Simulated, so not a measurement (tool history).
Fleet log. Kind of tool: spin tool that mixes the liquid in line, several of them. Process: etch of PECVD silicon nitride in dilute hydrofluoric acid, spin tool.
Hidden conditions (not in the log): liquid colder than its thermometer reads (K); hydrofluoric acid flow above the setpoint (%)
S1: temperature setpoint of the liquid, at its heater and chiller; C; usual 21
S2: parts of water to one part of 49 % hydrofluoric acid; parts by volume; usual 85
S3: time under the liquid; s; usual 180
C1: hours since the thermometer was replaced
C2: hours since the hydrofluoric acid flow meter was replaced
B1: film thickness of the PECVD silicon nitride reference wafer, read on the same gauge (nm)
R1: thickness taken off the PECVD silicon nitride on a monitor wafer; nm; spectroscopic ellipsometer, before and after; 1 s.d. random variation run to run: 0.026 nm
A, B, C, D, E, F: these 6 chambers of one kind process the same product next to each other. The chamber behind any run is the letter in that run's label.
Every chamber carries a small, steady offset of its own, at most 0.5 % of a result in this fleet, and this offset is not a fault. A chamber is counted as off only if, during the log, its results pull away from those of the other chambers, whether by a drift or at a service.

run,day,S1,S2,S3,C1,C2,B1,R1
1F,0.204,21,85,180,646.8,203.5,100,2.9307
2D,0.383,21,85,180,125.7,78.6,100.04,2.9276
3E,0.729,21,85,180,386.9,78,99.994,2.9546
4B,0.971,21,85,180,1852.1,332.9,99.969,2.9188
5C,1.2,21,85,180,166.7,299.4,99.989,2.926
6A,1.379,21,85,180,727.9,325,100.01,2.9548
7D,1.55,21,85,180,153.7,106.6,100.02,2.9637
8F,1.817,24.5,85,180,685.5,242.2,99.98,3.759
9C,2.117,24.5,85,180,188.7,321.4,99.991,3.7547
10E,2.429,24.5,85,180,427.7,118.8,100.02,3.6799
11A,2.75,24.5,85,180,760.8,357.9,100.02,3.7327
12B,2.996,24.5,85,180,1900.7,381.5,100.02,3.6267
13D,3.196,24.5,85,180,193.2,146.1,99.994,3.7651
14C,3.446,21,85,90,220.6,353.3,100.01,1.4923
15F,3.75,21,85,90,731.9,288.6,99.969,1.4336
16B,3.996,21,85,90,1924.7,405.5,100.02,1.4635
17A,4.229,21,85,90,796.3,393.4,99.981,1.4653
18E,4.571,21,85,90,479.1,170.2,99.971,1.4743
# day 4.875: chamber B: thermometer replaced
19F,4.946,21,85,90,760.6,317.3,99.975,1.4186
20E,5.121,25.5,85,85,492.3,183.4,99.986,1.9049
21C,5.417,25.5,85,85,267.9,400.6,99.979,1.9181
22D,5.625,25.5,85,85,251.5,204.4,99.954,1.8734
23B,5.838,25.5,85,85,23.2,449.7,100.04,1.8774
24A,6.146,25.5,85,85,842.3,439.4,99.993,1.866
25A,6.346,25.5,85,85,847.1,444.2,99.95,1.8628
26E,6.567,21,85,180,527,218.1,99.996,2.9858
27F,6.879,21,85,180,807,363.7,100.01,2.8064
28D,7.108,21,85,180,287.1,240,100,2.9476
29B,7.442,21,85,180,61.7,488.2,100.02,2.9194
30C,7.65,21,85,180,321.5,454.2,99.974,2.9793
31D,7.983,21,85,180,308.1,261,99.961,2.967
32C,8.354,21,85,180,338.4,471.1,99.972,3.0046
33B,8.596,21,85,180,89.4,515.9,99.979,2.9399
34A,8.838,21,85,180,906.9,504,99.99,2.9403
35F,9.1,21,85,180,860.3,417,99.961,2.7206
36E,9.475,21,85,180,596.8,287.9,100.02,2.9467
37C,9.833,21,85,180,373.9,506.6,99.994,2.917
38A,10.033,21,85,180,935.6,532.7,99.966,2.9236
39B,10.296,21,85,180,130.2,556.7,99.997,2.9709
40E,10.6,21,85,180,623.8,314.9,100.01,2.9524
41F,10.812,21,85,180,901.4,458.1,100.01,2.7335
42D,11.067,21,85,180,382.1,335,99.969,2.8983
43B,11.442,21,85,180,157.7,584.2,100.01,2.9115
44F,11.642,21,85,180,921.3,478,100.02,2.6961

Does one chamber stand apart from the rest, does the shared gauge drift, or is all well apart from small per-chamber offsets? Give the chamber and the most likely cause, where there is one.

It is chamber F that slowly wanders off from its peers.
Most likely cause: liquid colder than its thermometer reads (K) = 1.45.
The log might look much the same if the cause were instead: hydrofluoric acid flow below the setpoint (%).

Chamber F could run next with any of the 4 candidate recipes listed below; each alters the usual settings, and their results appear as question marks. Which one brings its results back in line with what the other chambers deliver on the usual settings?
To be in line, a result may differ from the other chambers' mean on the usual settings by at most: R1 0.092 nm
45F-1,11.917,21,85,185,,,,?
45F-2,11.917,19.5,85,180,,,,?
45F-3,11.917,21.5,85,195,,,,?
45F-4,11.917,21,85,175,,,,?

On the usual settings, the other chambers give on average: R1 2.9527 nm
run,R1
45F-1,2.7373
45F-2,2.4026
45F-3,2.9859
45F-4,2.5893
45F-3 is the one that brings the chamber's results back in line with the other chambers.

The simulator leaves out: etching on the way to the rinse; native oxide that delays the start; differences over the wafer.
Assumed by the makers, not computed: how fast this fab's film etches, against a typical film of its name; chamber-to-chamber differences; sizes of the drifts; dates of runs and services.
